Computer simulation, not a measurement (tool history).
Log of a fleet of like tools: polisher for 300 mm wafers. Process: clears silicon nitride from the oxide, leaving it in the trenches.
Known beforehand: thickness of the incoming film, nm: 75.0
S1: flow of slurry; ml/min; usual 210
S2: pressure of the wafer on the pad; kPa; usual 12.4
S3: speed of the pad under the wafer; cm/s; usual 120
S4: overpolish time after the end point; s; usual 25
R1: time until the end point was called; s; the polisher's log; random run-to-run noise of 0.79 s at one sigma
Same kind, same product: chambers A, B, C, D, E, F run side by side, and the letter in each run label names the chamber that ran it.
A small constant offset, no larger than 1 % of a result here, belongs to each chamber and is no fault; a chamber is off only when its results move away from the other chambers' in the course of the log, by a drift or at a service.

run	hour	S1	S2	S3	S4	R1
1B	4.7	210	12.4	120	25	94.262
2D	9.8	210	12.4	120	25	94.014
# hour 10.5: chamber F: worn pad replaced by a new one
3F	12.7	210	12.4	120	25	92.943
4C	15.5	210	12.4	120	25	91.997
# hour 17.3: chamber B: worn pad replaced by a new one
5A	18.0	210	12.4	120	25	93.370
6E	22.1	210	12.4	120	25	92.338
7E	26.2	210	12.4	152	25	73.152
8B	28.6	210	12.4	152	25	72.656
9F	33.8	210	12.4	152	25	74.477
10A	38.4	210	12.4	152	25	73.552
11C	42.2	210	12.4	152	25	72.453
12D	45.1	210	12.4	152	25	73.468
# hour 46.9: chamber E: worn pad replaced by a new one
13A	49.3	210	12.4	120	25	94.036
14D	52.3	210	12.4	120	25	94.432
15E	54.8	210	12.4	120	25	92.184
16F	58.2	155	12.4	86	25	135.390
17B	62.3	155	12.4	86	25	138.460
18C	66.2	155	12.4	86	25	132.280
# hour 67.2: chamber C: slurry nozzle cleaned
19E	70.6	155	12.4	86	25	135.690
20A	74.4	155	12.4	86	25	135.910
21F	78.6	155	12.4	86	25	135.940
22C	81.8	210	12.4	120	25	89.128
23D	86.4	210	12.4	120	25	94.471
24B	91.6	210	12.4	120	25	93.132
25B	95.1	210	12.4	120	25	93.588
26D	99.5	210	12.4	120	25	94.590
27E	103.2	210	12.4	120	25	93.180
# hour 106.4: chamber D: worn pad replaced by a new one
28A	107.1	210	12.4	120	25	93.911
# hour 107.2: chamber A: worn pad replaced by a new one
29C	111.8	210	12.4	120	25	86.854
30F	116.7	210	12.4	120	25	93.327
31A	120.7	210	12.4	120	25	94.258
32B	123.3	210	12.4	120	25	92.146
33C	126.2	210	12.4	120	25	85.795
# hour 130.6: chamber D: head pressure recalibrated
34E	130.6	210	12.4	120	25	91.306
# hour 133.7: chamber C: worn pad replaced by a new one
35D	135.1	210	12.4	120	25	93.971
36F	138.3	210	12.4	120	25	92.673
37C	141.9	210	12.4	120	25	85.209
38E	144.4	210	12.4	120	25	92.595
39A	147.4	145	10.3	120	25	118.640
40D	151.8	145	10.3	120	25	116.320
41B	155.1	145	10.3	120	25	118.330

The same settings go to every chamber for the next run, one line per chamber below. Forecast the results for each:
42A	158.9	210	12.4	120	25	?
42B	158.9	210	12.4	120	25	?
42C	158.9	210	12.4	120	25	?
42D	158.9	210	12.4	120	25	?
42E	158.9	210	12.4	120	25	?
42F	158.9	210	12.4	120	25	?

run	R1
42A	93.059
42B	93.554
42C	84.054
42D	93.047
42E	92.685
42F	92.058
